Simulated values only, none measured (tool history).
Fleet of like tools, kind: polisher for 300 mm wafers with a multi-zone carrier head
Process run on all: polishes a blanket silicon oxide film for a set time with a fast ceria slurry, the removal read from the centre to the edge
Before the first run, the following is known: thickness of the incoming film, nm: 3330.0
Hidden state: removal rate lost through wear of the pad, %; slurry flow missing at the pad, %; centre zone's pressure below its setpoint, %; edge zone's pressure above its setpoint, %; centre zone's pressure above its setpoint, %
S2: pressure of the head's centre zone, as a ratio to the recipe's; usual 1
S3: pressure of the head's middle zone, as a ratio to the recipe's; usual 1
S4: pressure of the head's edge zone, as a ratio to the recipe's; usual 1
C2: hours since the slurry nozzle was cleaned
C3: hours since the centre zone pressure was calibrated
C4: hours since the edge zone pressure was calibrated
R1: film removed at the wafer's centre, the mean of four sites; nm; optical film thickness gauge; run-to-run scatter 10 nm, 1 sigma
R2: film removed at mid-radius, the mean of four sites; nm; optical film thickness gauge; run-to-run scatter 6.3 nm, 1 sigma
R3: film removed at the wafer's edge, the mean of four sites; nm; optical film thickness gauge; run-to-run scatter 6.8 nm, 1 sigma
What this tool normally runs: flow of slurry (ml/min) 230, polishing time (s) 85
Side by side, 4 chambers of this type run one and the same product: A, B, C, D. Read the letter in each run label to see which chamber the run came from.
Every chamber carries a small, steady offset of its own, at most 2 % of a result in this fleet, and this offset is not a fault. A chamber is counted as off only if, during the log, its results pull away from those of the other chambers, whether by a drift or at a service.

{"run": "1D", "hour": 8.0, "flow of slurry (ml/min)": 230, "S2": 1, "S3": 1, "S4": 1, "polishing time (s)": 85, "wafers polished on this pad": 194, "C2": 248.3, "C3": 128.3, "C4": 227, "R1": 704.61, "R2": 710.12, "R3": 692.38}
{"run": "2B", "hour": 17.1, "flow of slurry (ml/min)": 230, "S2": 1, "S3": 1, "S4": 1, "polishing time (s)": 85, "wafers polished on this pad": 294, "C2": 23.1, "C3": 1204.2, "C4": 101.2, "R1": 712.77, "R2": 700.05, "R3": 712.58}
{"hour": 21.9, "done": "chamber C: edge zone pressure recalibrated"}
{"hour": 25.0, "done": "chamber C: worn pad replaced by a new one"}
{"run": "3C", "hour": 25.6, "flow of slurry (ml/min)": 230, "S2": 1, "S3": 1, "S4": 1, "polishing time (s)": 85, "wafers polished on this pad": 7, "C2": 357.8, "C3": 576.4, "C4": 3.7, "R1": 710.74, "R2": 717.27, "R3": 709.47}
{"run": "4A", "hour": 35.6, "flow of slurry (ml/min)": 230, "S2": 1, "S3": 1, "S4": 1, "polishing time (s)": 85, "wafers polished on this pad": 896, "C2": 321.1, "C3": 667.7, "C4": 634.1, "R1": 701.4, "R2": 707.8, "R3": 714.4}
{"run": "5D", "hour": 44.1, "flow of slurry (ml/min)": 230, "S2": 1, "S3": 1, "S4": 1, "polishing time (s)": 85, "wafers polished on this pad": 575, "C2": 284.4, "C3": 164.4, "C4": 263.1, "R1": 705.25, "R2": 700.72, "R3": 706.79}
{"hour": 51.7, "done": "chamber A: edge zone pressure recalibrated"}
{"run": "6B", "hour": 55.7, "flow of slurry (ml/min)": 230, "S2": 1, "S3": 1, "S4": 1, "polishing time (s)": 85, "wafers polished on this pad": 700, "C2": 61.7, "C3": 1242.8, "C4": 139.8, "R1": 711.07, "R2": 712.3, "R3": 706.53}
{"run": "7C", "hour": 66.4, "flow of slurry (ml/min)": 230, "S2": 1, "S3": 1, "S4": 1, "polishing time (s)": 85, "wafers polished on this pad": 437, "C2": 398.6, "C3": 617.2, "C4": 44.5, "R1": 709.99, "R2": 712.45, "R3": 695.33}
{"run": "8A", "hour": 75.0, "flow of slurry (ml/min)": 230, "S2": 1, "S3": 1, "S4": 1, "polishing time (s)": 85, "wafers polished on this pad": 1311, "C2": 360.5, "C3": 707.1, "C4": 23.3, "R1": 682.15, "R2": 709.01, "R3": 707.39}
{"hour": 84.3, "done": "chamber D: worn pad replaced by a new one"}
{"hour": 86.2, "done": "chamber B: worn pad replaced by a new one"}
{"run": "9B", "hour": 86.3, "flow of slurry (ml/min)": 230, "S2": 1, "S3": 1, "S4": 1, "polishing time (s)": 85, "wafers polished on this pad": 1, "C2": 92.3, "C3": 1273.4, "C4": 170.4, "R1": 692.59, "R2": 697.65, "R3": 708.05}
{"hour": 89.9, "done": "chamber C: worn pad replaced by a new one"}
{"run": "10D", "hour": 98.4, "flow of slurry (ml/min)": 230, "S2": 1, "S3": 1, "S4": 1, "polishing time (s)": 85, "wafers polished on this pad": 149, "C2": 338.7, "C3": 218.7, "C4": 317.4, "R1": 707.99, "R2": 703.45, "R3": 697.82}
{"run": "11A", "hour": 108.4, "flow of slurry (ml/min)": 230, "S2": 1, "S3": 1, "S4": 1, "polishing time (s)": 85, "wafers polished on this pad": 1663, "C2": 393.9, "C3": 740.5, "C4": 56.7, "R1": 697.37, "R2": 702.41, "R3": 709.03}
{"run": "12C", "hour": 114.1, "flow of slurry (ml/min)": 230, "S2": 1, "S3": 1, "S4": 1, "polishing time (s)": 85, "wafers polished on this pad": 255, "C2": 446.3, "C3": 664.9, "C4": 92.2, "R1": 683.39, "R2": 733.53, "R3": 716.03}
{"run": "13A", "hour": 124.5, "flow of slurry (ml/min)": 230, "S2": 1, "S3": 1, "S4": 1, "polishing time (s)": 85, "wafers polished on this pad": 1833, "C2": 410, "C3": 756.6, "C4": 72.8, "R1": 683.32, "R2": 696.98, "R3": 694.39}
{"run": "14C", "hour": 130.6, "flow of slurry (ml/min)": 175, "S2": 1, "S3": 1, "S4": 1, "polishing time (s)": 85, "wafers polished on this pad": 429, "C2": 462.8, "C3": 681.4, "C4": 108.7, "R1": 663.42, "R2": 686.72, "R3": 684.92}
{"run": "15B", "hour": 141.7, "flow of slurry (ml/min)": 175, "S2": 1, "S3": 1, "S4": 1, "polishing time (s)": 85, "wafers polished on this pad": 585, "C2": 147.7, "C3": 1328.8, "C4": 225.8, "R1": 674.81, "R2": 689.33, "R3": 678.79}
{"run": "16D", "hour": 151.7, "flow of slurry (ml/min)": 175, "S2": 1, "S3": 1, "S4": 1, "polishing time (s)": 85, "wafers polished on this pad": 711, "C2": 392, "C3": 272, "C4": 370.7, "R1": 664.8, "R2": 679.94, "R3": 679.23}
{"run": "17A", "hour": 161.9, "flow of slurry (ml/min)": 175, "S2": 1, "S3": 1, "S4": 1, "polishing time (s)": 85, "wafers polished on this pad": 2227, "C2": 447.4, "C3": 794, "C4": 110.2, "R1": 639.04, "R2": 656.7, "R3": 658.75}
{"hour": 162.4, "done": "chamber C: worn pad replaced by a new one"}
{"hour": 164.1, "done": "chamber C: slurry nozzle cleaned"}
{"run": "18C", "hour": 170.4, "flow of slurry (ml/min)": 230, "S2": 1, "S3": 1, "S4": 1, "polishing time (s)": 85, "wafers polished on this pad": 84, "C2": 6.3, "C3": 721.2, "C4": 148.5, "R1": 708.11, "R2": 716.68, "R3": 699.26}
{"hour": 171.9, "done": "chamber D: worn pad replaced by a new one"}
{"run": "19B", "hour": 176.0, "flow of slurry (ml/min)": 230, "S2": 1, "S3": 1, "S4": 1, "polishing time (s)": 85, "wafers polished on this pad": 946, "C2": 182, "C3": 1363.1, "C4": 260.1, "R1": 704.88, "R2": 712.3, "R3": 712.53}
{"hour": 179.8, "done": "chamber B: worn pad replaced by a new one"}
{"run": "20D", "hour": 187.1, "flow of slurry (ml/min)": 230, "S2": 1, "S3": 1, "S4": 1, "polishing time (s)": 85, "wafers polished on this pad": 160, "C2": 427.4, "C3": 307.4, "C4": 406.1, "R1": 719.24, "R2": 701.3, "R3": 691.27}
{"run": "21D", "hour": 197.5, "flow of slurry (ml/min)": 230, "S2": 1, "S3": 1, "S4": 1, "polishing time (s)": 85, "wafers polished on this pad": 270, "C2": 437.8, "C3": 317.8, "C4": 416.5, "R1": 702.96, "R2": 708.09, "R3": 699.44}
{"run": "22B", "hour": 210.1, "flow of slurry (ml/min)": 230, "S2": 1, "S3": 1, "S4": 1, "polishing time (s)": 85, "wafers polished on this pad": 319, "C2": 216.1, "C3": 1397.2, "C4": 294.2, "R1": 706.67, "R2": 706.78, "R3": 721.23}
{"run": "23C", "hour": 217.1, "flow of slurry (ml/min)": 230, "S2": 1, "S3": 1, "S4": 1, "polishing time (s)": 85, "wafers polished on this pad": 576, "C2": 53, "C3": 767.9, "C4": 195.2, "R1": 697.44, "R2": 710.29, "R3": 705.52}
{"hour": 222.3, "done": "chamber B: centre zone pressure recalibrated"}
{"hour": 224.1, "done": "chamber C: worn pad replaced by a new one"}
{"run": "24A", "hour": 225.0, "flow of slurry (ml/min)": 230, "S2": 1, "S3": 1, "S4": 1, "polishing time (s)": 59, "wafers polished on this pad": 2892, "C2": 510.5, "C3": 857.1, "C4": 173.3, "R1": 448.42, "R2": 458.1, "R3": 451.94}
{"run": "25A", "hour": 235.5, "flow of slurry (ml/min)": 230, "S2": 1, "S3": 1, "S4": 1, "polishing time (s)": 59, "wafers polished on this pad": 3003, "C2": 521, "C3": 867.6, "C4": 183.8, "R1": 449.53, "R2": 448.54, "R3": 450.67}
{"hour": 237.5, "done": "chamber B: edge zone pressure recalibrated"}
{"hour": 245.0, "done": "chamber A: slurry nozzle cleaned"}
{"run": "26C", "hour": 245.1, "flow of slurry (ml/min)": 230, "S2": 1, "S3": 1, "S4": 1, "polishing time (s)": 59, "wafers polished on this pad": 222, "C2": 81, "C3": 795.9, "C4": 223.2, "R1": 506.93, "R2": 493.86, "R3": 493.21}
{"hour": 251.8, "done": "chamber D: worn pad replaced by a new one"}
{"run": "27D", "hour": 251.8, "flow of slurry (ml/min)": 230, "S2": 1, "S3": 1, "S4": 1, "polishing time (s)": 59, "wafers polished on this pad": 0, "C2": 492.1, "C3": 372.1, "C4": 470.8, "R1": 484.23, "R2": 500.37, "R3": 491.57}
{"run": "28B", "hour": 260.6, "flow of slurry (ml/min)": 230, "S2": 1, "S3": 1, "S4": 1, "polishing time (s)": 85, "wafers polished on this pad": 851, "C2": 266.6, "C3": 38.4, "C4": 23.1, "R1": 710.32, "R2": 716.41, "R3": 707.87}
{"run": "29C", "hour": 267.6, "flow of slurry (ml/min)": 230, "S2": 1, "S3": 1, "S4": 1, "polishing time (s)": 112, "wafers polished on this pad": 459, "C2": 103.5, "C3": 818.4, "C4": 245.7, "R1": 940.99, "R2": 944.6, "R3": 902.62}
{"hour": 272.2, "done": "chamber B: worn pad replaced by a new one"}
{"run": "30B", "hour": 275.8, "flow of slurry (ml/min)": 230, "S2": 1, "S3": 1, "S4": 1, "polishing time (s)": 112, "wafers polished on this pad": 38, "C2": 281.8, "C3": 53.6, "C4": 38.3, "R1": 911.99, "R2": 941.14, "R3": 928.3}
{"run": "31A", "hour": 281.6, "flow of slurry (ml/min)": 230, "S2": 1, "S3": 1, "S4": 1, "polishing time (s)": 112, "wafers polished on this pad": 3488, "C2": 36.6, "C3": 913.7, "C4": 229.9, "R1": 830.04, "R2": 827.63, "R3": 829.84}
{"run": "32D", "hour": 293.4, "flow of slurry (ml/min)": 230, "S2": 1, "S3": 1, "S4": 1, "polishing time (s)": 112, "wafers polished on this pad": 438, "C2": 533.7, "C3": 413.7, "C4": 512.4, "R1": 933.26, "R2": 935.19, "R3": 922.74}
{"run": "33D", "hour": 302.9, "flow of slurry (ml/min)": 230, "S2": 1, "S3": 1, "S4": 1, "polishing time (s)": 85, "wafers polished on this pad": 538, "C2": 543.2, "C3": 423.2, "C4": 521.9, "R1": 713.22, "R2": 706.39, "R3": 696.06}
{"run": "34A", "hour": 315.1, "flow of slurry (ml/min)": 230, "S2": 1, "S3": 1, "S4": 1, "polishing time (s)": 85, "wafers polished on this pad": 3841, "C2": 70.1, "C3": 947.2, "C4": 263.4, "R1": 616.88, "R2": 621.92, "R3": 623.76}

Has any chamber moved away from the others, gradually or after a service, or does the common gauge drift, or do the chambers differ only by their own small steady offsets? State the chamber and the most likely cause if one applies.

Chamber A drifts away from the others.
Likeliest cause: removal rate lost through wear of the pad, % = 12.3.

Below are 4 candidate recipes for chamber A's next run, each the usual settings with a change, their results shown as question marks. Which of them brings A's results back in line with what the other chambers give on the usual settings?
Counts as in line when no further than this from what the other chambers average on the usual settings: R1 36 nm; R2 22 nm; R3 24 nm
{"run": "35A-1", "hour": 324.3, "flow of slurry (ml/min)": 230, "S2": 1, "S3": 1.01, "S4": 1, "polishing time (s)": 90, "R1": "?", "R2": "?", "R3": "?"}
{"run": "35A-2", "hour": 324.3, "flow of slurry (ml/min)": 230, "S2": 1, "S3": 0.99, "S4": 1, "polishing time (s)": 80, "R1": "?", "R2": "?", "R3": "?"}
{"run": "35A-3", "hour": 324.3, "flow of slurry (ml/min)": 235, "S2": 1.01, "S3": 1.01, "S4": 1, "polishing time (s)": 95, "R1": "?", "R2": "?", "R3": "?"}
{"run": "35A-4", "hour": 324.3, "flow of slurry (ml/min)": 225, "S2": 0.99, "S3": 0.99, "S4": 1, "polishing time (s)": 75, "R1": "?", "R2": "?", "R3": "?"}

Mean of the other chambers on the usual settings: R1 697.49 nm; R2 706.97 nm; R3 699.48 nm
run=35A-1 R1=645.5 R2=662.19 R3=657.61
run=35A-2 R1=573.69 R2=578.07 R3=584.71
run=35A-3 R1=691.01 R2=700.83 R3=695.55
run=35A-4 R1=530.19 R2=540.45 R3=547.02
The right change is 35A-3: it brings the chamber back within the allowed miss of the others.

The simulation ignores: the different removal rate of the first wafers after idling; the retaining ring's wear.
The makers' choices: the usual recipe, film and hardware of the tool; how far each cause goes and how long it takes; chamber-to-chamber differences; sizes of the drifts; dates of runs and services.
